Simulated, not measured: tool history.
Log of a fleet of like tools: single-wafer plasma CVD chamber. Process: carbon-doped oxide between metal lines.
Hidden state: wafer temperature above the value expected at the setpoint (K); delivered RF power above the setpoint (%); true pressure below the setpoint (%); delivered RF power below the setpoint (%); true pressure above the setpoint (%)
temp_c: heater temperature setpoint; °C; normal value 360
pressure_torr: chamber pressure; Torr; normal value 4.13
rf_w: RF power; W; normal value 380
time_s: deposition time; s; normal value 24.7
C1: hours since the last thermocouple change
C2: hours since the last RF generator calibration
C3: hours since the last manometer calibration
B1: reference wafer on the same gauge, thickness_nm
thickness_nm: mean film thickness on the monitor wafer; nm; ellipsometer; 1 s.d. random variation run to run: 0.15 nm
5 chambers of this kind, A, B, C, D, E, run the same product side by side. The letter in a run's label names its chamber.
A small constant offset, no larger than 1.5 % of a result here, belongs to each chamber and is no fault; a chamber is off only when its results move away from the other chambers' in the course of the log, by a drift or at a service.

{"run": "1A", "hour": 11.3, "temp_c": 360, "pressure_torr": 4.13, "rf_w": 380, "time_s": 24.7, "C1": 271.7, "C2": 213.7, "C3": 433.8, "B1": 111.35, "thickness_nm": 99.959}
{"run": "2B", "hour": 20.7, "temp_c": 360, "pressure_torr": 4.13, "rf_w": 380, "time_s": 24.7, "C1": 2411.4, "C2": 190, "C3": 211.8, "B1": 111.35, "thickness_nm": 98.573}
{"run": "3D", "hour": 28.1, "temp_c": 360, "pressure_torr": 4.13, "rf_w": 380, "time_s": 24.7, "C1": 2345.6, "C2": 1490.4, "C3": 2138.4, "B1": 111.35, "thickness_nm": 99.361}
{"run": "4C", "hour": 38.8, "temp_c": 360, "pressure_torr": 4.13, "rf_w": 380, "time_s": 24.7, "C1": 1608.9, "C2": 1021, "C3": 1114.8, "B1": 111.32, "thickness_nm": 98.971}
{"run": "5E", "hour": 47.1, "temp_c": 354, "pressure_torr": 4.13, "rf_w": 380, "time_s": 24.7, "C1": 1079.9, "C2": 484.9, "C3": 967.4, "B1": 111.35, "thickness_nm": 99.878}
{"run": "6E", "hour": 52.9, "temp_c": 354, "pressure_torr": 4.13, "rf_w": 380, "time_s": 24.7, "C1": 1085.7, "C2": 490.7, "C3": 973.2, "B1": 111.26, "thickness_nm": 99.727}
{"run": "7A", "hour": 61.8, "temp_c": 354, "pressure_torr": 4.13, "rf_w": 380, "time_s": 24.7, "C1": 322.2, "C2": 264.2, "C3": 484.3, "B1": 111.27, "thickness_nm": 101.52}
{"run": "8B", "hour": 71.6, "temp_c": 354, "pressure_torr": 4.13, "rf_w": 380, "time_s": 24.7, "C1": 2462.3, "C2": 240.9, "C3": 262.7, "B1": 111.26, "thickness_nm": 99.841}
{"run": "9D", "hour": 79.6, "temp_c": 354, "pressure_torr": 4.13, "rf_w": 380, "time_s": 24.7, "C1": 2397.1, "C2": 1541.9, "C3": 2189.9, "B1": 111.22, "thickness_nm": 100.92}
{"run": "10C", "hour": 85.7, "temp_c": 365, "pressure_torr": 4.13, "rf_w": 380, "time_s": 24.7, "C1": 1655.8, "C2": 1067.9, "C3": 1161.7, "B1": 111.22, "thickness_nm": 98.004}
{"run": "11B", "hour": 95.8, "temp_c": 365, "pressure_torr": 4.13, "rf_w": 380, "time_s": 24.7, "C1": 2486.5, "C2": 265.1, "C3": 286.9, "B1": 111.17, "thickness_nm": 97.085}
{"run": "12A", "hour": 106.0, "temp_c": 365, "pressure_torr": 4.13, "rf_w": 380, "time_s": 24.7, "C1": 366.4, "C2": 308.4, "C3": 528.5, "B1": 111.18, "thickness_nm": 98.435}
{"run": "13C", "hour": 118.8, "temp_c": 365, "pressure_torr": 4.13, "rf_w": 380, "time_s": 24.7, "C1": 1688.9, "C2": 1101, "C3": 1194.8, "B1": 111.1, "thickness_nm": 97.528}
{"run": "14D", "hour": 124.7, "temp_c": 365, "pressure_torr": 4.13, "rf_w": 380, "time_s": 24.7, "C1": 2442.2, "C2": 1587, "C3": 2235, "B1": 111.17, "thickness_nm": 98.035}
{"run": "15E", "hour": 131.8, "temp_c": 360, "pressure_torr": 4.13, "rf_w": 380, "time_s": 24.7, "C1": 1164.6, "C2": 569.6, "C3": 1052.1, "B1": 111.11, "thickness_nm": 98.063}
{"run": "16E", "hour": 137.6, "temp_c": 367, "pressure_torr": 4.13, "rf_w": 430, "time_s": 24.7, "C1": 1170.4, "C2": 575.4, "C3": 1057.9, "B1": 111.13, "thickness_nm": 105.7}
{"run": "17D", "hour": 150.6, "temp_c": 367, "pressure_torr": 4.13, "rf_w": 430, "time_s": 24.7, "C1": 2468.1, "C2": 1612.9, "C3": 2260.9, "B1": 111.07, "thickness_nm": 106.87}
{"run": "18C", "hour": 160.2, "temp_c": 367, "pressure_torr": 4.13, "rf_w": 430, "time_s": 24.7, "C1": 1730.3, "C2": 1142.4, "C3": 1236.2, "B1": 111.06, "thickness_nm": 106.68}
{"run": "19A", "hour": 167.5, "temp_c": 367, "pressure_torr": 4.13, "rf_w": 430, "time_s": 24.7, "C1": 427.9, "C2": 369.9, "C3": 590, "B1": 111.04, "thickness_nm": 107.5}
{"hour": 175.3, "done": "chamber E: thermocouple changed; heater temperature recalibrated"}
{"run": "20B", "hour": 178.4, "temp_c": 367, "pressure_torr": 4.13, "rf_w": 430, "time_s": 24.7, "C1": 2569.1, "C2": 347.7, "C3": 369.5, "B1": 110.99, "thickness_nm": 105.87}
{"run": "21E", "hour": 186.1, "temp_c": 360, "pressure_torr": 4.13, "rf_w": 380, "time_s": 24.7, "C1": 10.8, "C2": 623.9, "C3": 1106.4, "B1": 111.01, "thickness_nm": 97.524}
{"run": "22D", "hour": 197.8, "temp_c": 360, "pressure_torr": 4.13, "rf_w": 380, "time_s": 22.1, "C1": 2515.3, "C2": 1660.1, "C3": 2308.1, "B1": 110.98, "thickness_nm": 88.645}
{"run": "23C", "hour": 205.6, "temp_c": 360, "pressure_torr": 4.13, "rf_w": 380, "time_s": 22.1, "C1": 1775.7, "C2": 1187.8, "C3": 1281.6, "B1": 110.93, "thickness_nm": 88.746}
{"run": "24B", "hour": 219.1, "temp_c": 360, "pressure_torr": 4.13, "rf_w": 380, "time_s": 22.1, "C1": 2609.8, "C2": 388.4, "C3": 410.2, "B1": 110.94, "thickness_nm": 87.855}
{"run": "25A", "hour": 225.3, "temp_c": 360, "pressure_torr": 4.13, "rf_w": 380, "time_s": 22.1, "C1": 485.7, "C2": 427.7, "C3": 647.8, "B1": 110.9, "thickness_nm": 89.024}
{"run": "26C", "hour": 237.9, "temp_c": 360, "pressure_torr": 4.13, "rf_w": 380, "time_s": 22.1, "C1": 1808, "C2": 1220.1, "C3": 1313.9, "B1": 110.9, "thickness_nm": 88.385}
{"run": "27D", "hour": 251.2, "temp_c": 360, "pressure_torr": 4.13, "rf_w": 380, "time_s": 24.7, "C1": 2568.7, "C2": 1713.5, "C3": 2361.5, "B1": 110.82, "thickness_nm": 98.823}
{"run": "28E", "hour": 257.8, "temp_c": 360, "pressure_torr": 4.13, "rf_w": 380, "time_s": 24.7, "C1": 82.5, "C2": 695.6, "C3": 1178.1, "B1": 110.83, "thickness_nm": 97.739}
{"run": "29B", "hour": 270.9, "temp_c": 360, "pressure_torr": 4.13, "rf_w": 380, "time_s": 24.7, "C1": 2661.6, "C2": 440.2, "C3": 462, "B1": 110.81, "thickness_nm": 98.046}
{"run": "30A", "hour": 283.7, "temp_c": 360, "pressure_torr": 4.13, "rf_w": 380, "time_s": 24.7, "C1": 544.1, "C2": 486.1, "C3": 706.2, "B1": 110.75, "thickness_nm": 99.539}
{"run": "31D", "hour": 289.8, "temp_c": 360, "pressure_torr": 4.13, "rf_w": 380, "time_s": 24.7, "C1": 2607.3, "C2": 1752.1, "C3": 2400.1, "B1": 110.72, "thickness_nm": 98.608}
{"run": "32E", "hour": 299.2, "temp_c": 360, "pressure_torr": 4.13, "rf_w": 380, "time_s": 24.7, "C1": 123.9, "C2": 737, "C3": 1219.5, "B1": 110.72, "thickness_nm": 98}
{"run": "33B", "hour": 309.0, "temp_c": 360, "pressure_torr": 4.13, "rf_w": 380, "time_s": 24.7, "C1": 2699.7, "C2": 478.3, "C3": 500.1, "B1": 110.72, "thickness_nm": 98.038}

All chambers now run identical settings, listed one chamber a line with results as question marks. What results will each chamber show?
{"run": "34A", "hour": 318.7, "temp_c": 360, "pressure_torr": 4.13, "rf_w": 380, "time_s": 26.7, "thickness_nm": "?"}
{"run": "34B", "hour": 318.7, "temp_c": 360, "pressure_torr": 4.13, "rf_w": 380, "time_s": 26.7, "thickness_nm": "?"}
{"run": "34C", "hour": 318.7, "temp_c": 360, "pressure_torr": 4.13, "rf_w": 380, "time_s": 26.7, "thickness_nm": "?"}
{"run": "34D", "hour": 318.7, "temp_c": 360, "pressure_torr": 4.13, "rf_w": 380, "time_s": 26.7, "thickness_nm": "?"}
{"run": "34E", "hour": 318.7, "temp_c": 360, "pressure_torr": 4.13, "rf_w": 380, "time_s": 26.7, "thickness_nm": "?"}

run=34A thickness_nm=107.15
run=34B thickness_nm=105.87
run=34C thickness_nm=106.54
run=34D thickness_nm=106.69
run=34E thickness_nm=105.36

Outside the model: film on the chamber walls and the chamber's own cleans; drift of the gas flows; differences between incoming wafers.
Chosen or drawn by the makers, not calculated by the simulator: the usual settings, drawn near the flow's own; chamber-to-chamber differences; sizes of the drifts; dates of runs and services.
